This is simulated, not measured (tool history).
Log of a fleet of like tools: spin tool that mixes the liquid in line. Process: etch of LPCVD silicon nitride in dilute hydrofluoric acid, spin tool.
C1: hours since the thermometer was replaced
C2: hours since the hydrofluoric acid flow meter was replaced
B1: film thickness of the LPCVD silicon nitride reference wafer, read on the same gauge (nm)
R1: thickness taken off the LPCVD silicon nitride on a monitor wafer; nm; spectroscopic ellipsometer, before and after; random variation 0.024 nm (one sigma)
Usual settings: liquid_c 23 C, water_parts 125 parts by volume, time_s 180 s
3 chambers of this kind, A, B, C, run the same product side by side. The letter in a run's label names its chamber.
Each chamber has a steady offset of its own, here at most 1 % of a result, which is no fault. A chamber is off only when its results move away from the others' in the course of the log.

run 1C hour=10.8 | liquid_c=23 water_parts=125 time_s=180 | C1=843 C2=915 | B1=130 | R1=0.79328
run 2A hour=25 | liquid_c=23 water_parts=125 time_s=180 | C1=178.5 C2=1566.8 | B1=130.01 | R1=0.81566
run 3B hour=34.1 | liquid_c=23 water_parts=125 time_s=180 | C1=2381.7 C2=668.1 | B1=130.01 | R1=0.75127
run 4B hour=41.9 | liquid_c=23 water_parts=125 time_s=180 | C1=2389.5 C2=675.9 | B1=129.99 | R1=0.82602
run 5C hour=50.3 | liquid_c=23 water_parts=125 time_s=180 | C1=882.5 C2=954.5 | B1=129.98 | R1=0.82175
run 6A hour=62.6 | liquid_c=23 water_parts=125 time_s=180 | C1=216.1 C2=1604.4 | B1=130 | R1=0.79355
run 7B hour=69.9 | liquid_c=23 water_parts=125 time_s=230 | C1=2417.5 C2=703.9 | B1=130.01 | R1=1.0169
run 8A hour=79.8 | liquid_c=23 water_parts=125 time_s=230 | C1=233.3 C2=1621.6 | B1=130 | R1=0.98093
run 9C hour=91.2 | liquid_c=23 water_parts=125 time_s=230 | C1=923.4 C2=995.4 | B1=129.99 | R1=0.98253
run 10C hour=105 | liquid_c=23 water_parts=125 time_s=180 | C1=937.2 C2=1009.2 | B1=130 | R1=0.7822
run 11B hour=116.9 | liquid_c=23 water_parts=125 time_s=180 | C1=2464.5 C2=750.9 | B1=130 | R1=0.79495
run 12A hour=130.1 | liquid_c=23 water_parts=125 time_s=180 | C1=283.6 C2=1671.9 | B1=130.01 | R1=0.83587
run 13B hour=138.1 | liquid_c=23 water_parts=125 time_s=180 | C1=2485.7 C2=772.1 | B1=130.01 | R1=0.78953
run 14C hour=147.7 | liquid_c=23 water_parts=125 time_s=180 | C1=979.9 C2=1051.9 | B1=130.02 | R1=0.78175
run 15A hour=158.3 | liquid_c=23 water_parts=125 time_s=180 | C1=311.8 C2=1700.1 | B1=130.01 | R1=0.83587
run 16A hour=165.5 | liquid_c=23 water_parts=125 time_s=180 | C1=319 C2=1707.3 | B1=130.01 | R1=0.73409
run 17B hour=175.4 | liquid_c=23 water_parts=125 time_s=180 | C1=2523 C2=809.4 | B1=130.01 | R1=0.78216
run 18C hour=182.3 | liquid_c=23 water_parts=125 time_s=180 | C1=1014.5 C2=1086.5 | B1=130.01 | R1=0.83831
run 19A hour=194.2 | liquid_c=23 water_parts=125 time_s=180 | C1=347.7 C2=1736 | B1=130 | R1=0.77585
run 20B hour=204.9 | liquid_c=23 water_parts=125 time_s=180 | C1=2552.5 C2=838.9 | B1=130.01 | R1=0.80029
run 21C hour=219.1 | liquid_c=23 water_parts=125 time_s=180 | C1=1051.3 C2=1123.3 | B1=130.02 | R1=0.81412
run 22C hour=230.6 | liquid_c=23 water_parts=125 time_s=180 | C1=1062.8 C2=1134.8 | B1=130.01 | R1=0.82931
run 23A hour=241.2 | liquid_c=23 water_parts=125 time_s=180 | C1=394.7 C2=1783 | B1=130.01 | R1=0.82489
-- hour=242.8 chamber C: hydrofluoric acid flow meter replaced
run 24B hour=255.2 | liquid_c=21 water_parts=125 time_s=130 | C1=2602.8 C2=889.2 | B1=130.02 | R1=0.47521
run 25A hour=262.7 | liquid_c=21 water_parts=125 time_s=130 | C1=416.2 C2=1804.5 | B1=130.02 | R1=0.50243
run 26C hour=269.4 | liquid_c=21 water_parts=125 time_s=130 | C1=1101.6 C2=26.6 | B1=129.99 | R1=0.49082
run 27B hour=278.9 | liquid_c=23 water_parts=125 time_s=180 | C1=2626.5 C2=912.9 | B1=130.02 | R1=0.81115
run 28B hour=290.2 | liquid_c=23 water_parts=125 time_s=180 | C1=2637.8 C2=924.2 | B1=130.02 | R1=0.78353
run 29A hour=299 | liquid_c=19 water_parts=125 time_s=140 | C1=452.5 C2=1840.8 | B1=130 | R1=0.46478
run 30C hour=312.5 | liquid_c=19 water_parts=125 time_s=140 | C1=1144.7 C2=69.7 | B1=130.01 | R1=0.45667
run 31A hour=321.1 | liquid_c=19 water_parts=125 time_s=140 | C1=474.6 C2=1862.9 | B1=129.99 | R1=0.4694
run 32B hour=333.6 | liquid_c=26 water_parts=105 time_s=180 | C1=2681.2 C2=967.6 | B1=130.01 | R1=1.136
run 33C hour=344.9 | liquid_c=26 water_parts=105 time_s=180 | C1=1177.1 C2=102.1 | B1=130 | R1=1.2054
run 34C hour=354.5 | liquid_c=26 water_parts=105 time_s=180 | C1=1186.7 C2=111.7 | B1=130.01 | R1=1.1546
run 35A hour=366.4 | liquid_c=23 water_parts=125 time_s=180 | C1=519.9 C2=1908.2 | B1=130.01 | R1=0.80863
run 36B hour=375.6 | liquid_c=23 water_parts=125 time_s=180 | C1=2723.2 C2=1009.6 | B1=129.99 | R1=0.79861

Next, every chamber runs the same settings. What will each give?
run 37A hour=385.8 | liquid_c=23 water_parts=125 time_s=100 | R1=?
run 37B hour=385.8 | liquid_c=23 water_parts=125 time_s=100 | R1=?
run 37C hour=385.8 | liquid_c=23 water_parts=125 time_s=100 | R1=?

run=37A R1=0.43499
run=37B R1=0.45852
run=37C R1=0.44731
